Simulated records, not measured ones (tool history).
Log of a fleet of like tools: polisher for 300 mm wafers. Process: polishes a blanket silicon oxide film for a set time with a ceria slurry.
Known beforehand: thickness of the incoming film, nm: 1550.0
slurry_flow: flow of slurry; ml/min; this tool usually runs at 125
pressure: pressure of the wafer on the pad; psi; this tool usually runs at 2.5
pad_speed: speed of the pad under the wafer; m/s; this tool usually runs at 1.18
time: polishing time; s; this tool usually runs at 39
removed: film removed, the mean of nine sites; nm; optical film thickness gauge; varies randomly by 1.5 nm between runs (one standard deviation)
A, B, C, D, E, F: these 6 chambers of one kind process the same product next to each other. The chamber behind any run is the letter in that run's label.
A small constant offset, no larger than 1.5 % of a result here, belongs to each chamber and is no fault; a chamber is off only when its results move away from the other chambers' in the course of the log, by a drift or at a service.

| run | hour | slurry_flow | pressure | pad_speed | time | removed |
|---|---|---|---|---|---|---|
|  | 6.6 | chamber A: worn pad replaced by a new one |
| 1C | 14.1 | 125 | 2.5 | 1.18 | 39 | 135.2 |
| 2F | 20.6 | 125 | 2.5 | 1.18 | 39 | 138.2 |
|  | 24 | chamber F: worn pad replaced by a new one |
| 3A | 29.1 | 125 | 2.5 | 1.18 | 39 | 137.31 |
| 4B | 38.9 | 125 | 2.5 | 1.18 | 39 | 138.7 |
|  | 44.3 | chamber A: slurry nozzle cleaned |
| 5D | 48.1 | 125 | 2.5 | 1.18 | 39 | 135.18 |
|  | 53.3 | chamber E: worn pad replaced by a new one |
| 6E | 61.5 | 125 | 2.5 | 1.18 | 39 | 135.73 |
| 7B | 72.8 | 150 | 2.5 | 1.18 | 39 | 139.96 |
|  | 73.3 | chamber C: slurry nozzle cleaned |
|  | 75.1 | chamber B: worn pad replaced by a new one |
| 8A | 82 | 150 | 2.5 | 1.18 | 39 | 141.53 |
| 9E | 94.4 | 150 | 2.5 | 1.18 | 39 | 138.45 |
| 10D | 101.8 | 150 | 2.5 | 1.18 | 39 | 137.92 |
| 11C | 110.6 | 150 | 2.5 | 1.18 | 39 | 141.74 |
|  | 110.7 | chamber B: slurry nozzle cleaned |
|  | 118.9 | chamber A: worn pad replaced by a new one |
| 12F | 121.6 | 150 | 2.5 | 1.18 | 39 | 142.34 |
|  | 127 | chamber E: slurry nozzle cleaned |
|  | 130.9 | chamber C: worn pad replaced by a new one |
| 13F | 135.1 | 125 | 2.5 | 1.18 | 39 | 135.96 |
|  | 139.1 | chamber D: slurry nozzle cleaned |
| 14D | 144.1 | 125 | 2.5 | 1.18 | 39 | 135.08 |
| 15C | 157.6 | 125 | 2.5 | 1.18 | 39 | 132.97 |
|  | 161.3 | chamber B: worn pad replaced by a new one |
|  | 165.2 | chamber F: worn pad replaced by a new one |
| 16B | 167.3 | 125 | 2.5 | 1.18 | 39 | 135.98 |
|  | 172.5 | chamber E: worn pad replaced by a new one |
| 17E | 178.8 | 125 | 2.5 | 1.18 | 39 | 135.23 |
| 18A | 186.7 | 125 | 2.5 | 1.18 | 39 | 138.32 |
| 19C | 199.3 | 125 | 2.5 | 1.18 | 39 | 136.56 |
| 20D | 208.7 | 125 | 2.5 | 1.18 | 39 | 133.03 |
| 21A | 222.9 | 125 | 2.5 | 1.18 | 39 | 135.25 |
| 22F | 232.2 | 125 | 2.5 | 1.34 | 32 | 126.9 |
|  | 240.7 | chamber A: worn pad replaced by a new one |
| 23B | 242.6 | 125 | 2.5 | 1.34 | 32 | 126.09 |
|  | 246 | chamber B: worn pad replaced by a new one |
| 24E | 251.2 | 125 | 2.5 | 1.34 | 32 | 124.76 |
| 25E | 261.7 | 125 | 2.5 | 1.34 | 32 | 127.63 |
| 26C | 269.9 | 125 | 2.5 | 1.34 | 32 | 128.42 |
|  | 273.7 | chamber C: worn pad replaced by a new one |
| 27F | 283.6 | 125 | 2.5 | 1.34 | 32 | 128.93 |
| 28A | 292.4 | 125 | 2.5 | 1.18 | 39 | 131.57 |
| 29B | 300 | 125 | 2.5 | 1.18 | 39 | 135.45 |
|  | 308.3 | chamber F: worn pad replaced by a new one |
|  | 309 | chamber F: slurry nozzle cleaned |
|  | 309.1 | chamber E: worn pad replaced by a new one |
| 30D | 313.1 | 125 | 2.2 | 1.18 | 51 | 146.43 |
| 31F | 326 | 125 | 2.2 | 1.18 | 51 | 158.23 |
| 32A | 338 | 125 | 2.2 | 1.18 | 51 | 152.87 |
|  | 340.4 | chamber C: head pressure recalibrated |
|  | 345.8 | chamber B: worn pad replaced by a new one |
| 33C | 347.9 | 125 | 2.2 | 1.18 | 51 | 156.82 |
| 34E | 361.2 | 125 | 2.2 | 1.18 | 51 | 157.69 |
| 35D | 370.2 | 125 | 2.2 | 1.18 | 51 | 142.1 |
| 36B | 380.2 | 125 | 2.5 | 1.18 | 39 | 135.67 |
| 37D | 393.8 | 125 | 2.5 | 1.18 | 39 | 122.86 |

Each of the 6 chambers runs these same settings next. Fill in every chamber's results:
| 38A | 404 | 125 | 2.5 | 1.18 | 39 | ? |
| 38B | 404 | 125 | 2.5 | 1.18 | 39 | ? |
| 38C | 404 | 125 | 2.5 | 1.18 | 39 | ? |
| 38D | 404 | 125 | 2.5 | 1.18 | 39 | ? |
| 38E | 404 | 125 | 2.5 | 1.18 | 39 | ? |
| 38F | 404 | 125 | 2.5 | 1.18 | 39 | ? |

| run | removed |
|---|---|
| 38A | 137.24 |
| 38B | 138.6 |
| 38C | 137.05 |
| 38D | 121.95 |
| 38E | 137.14 |
| 38F | 136.71 |
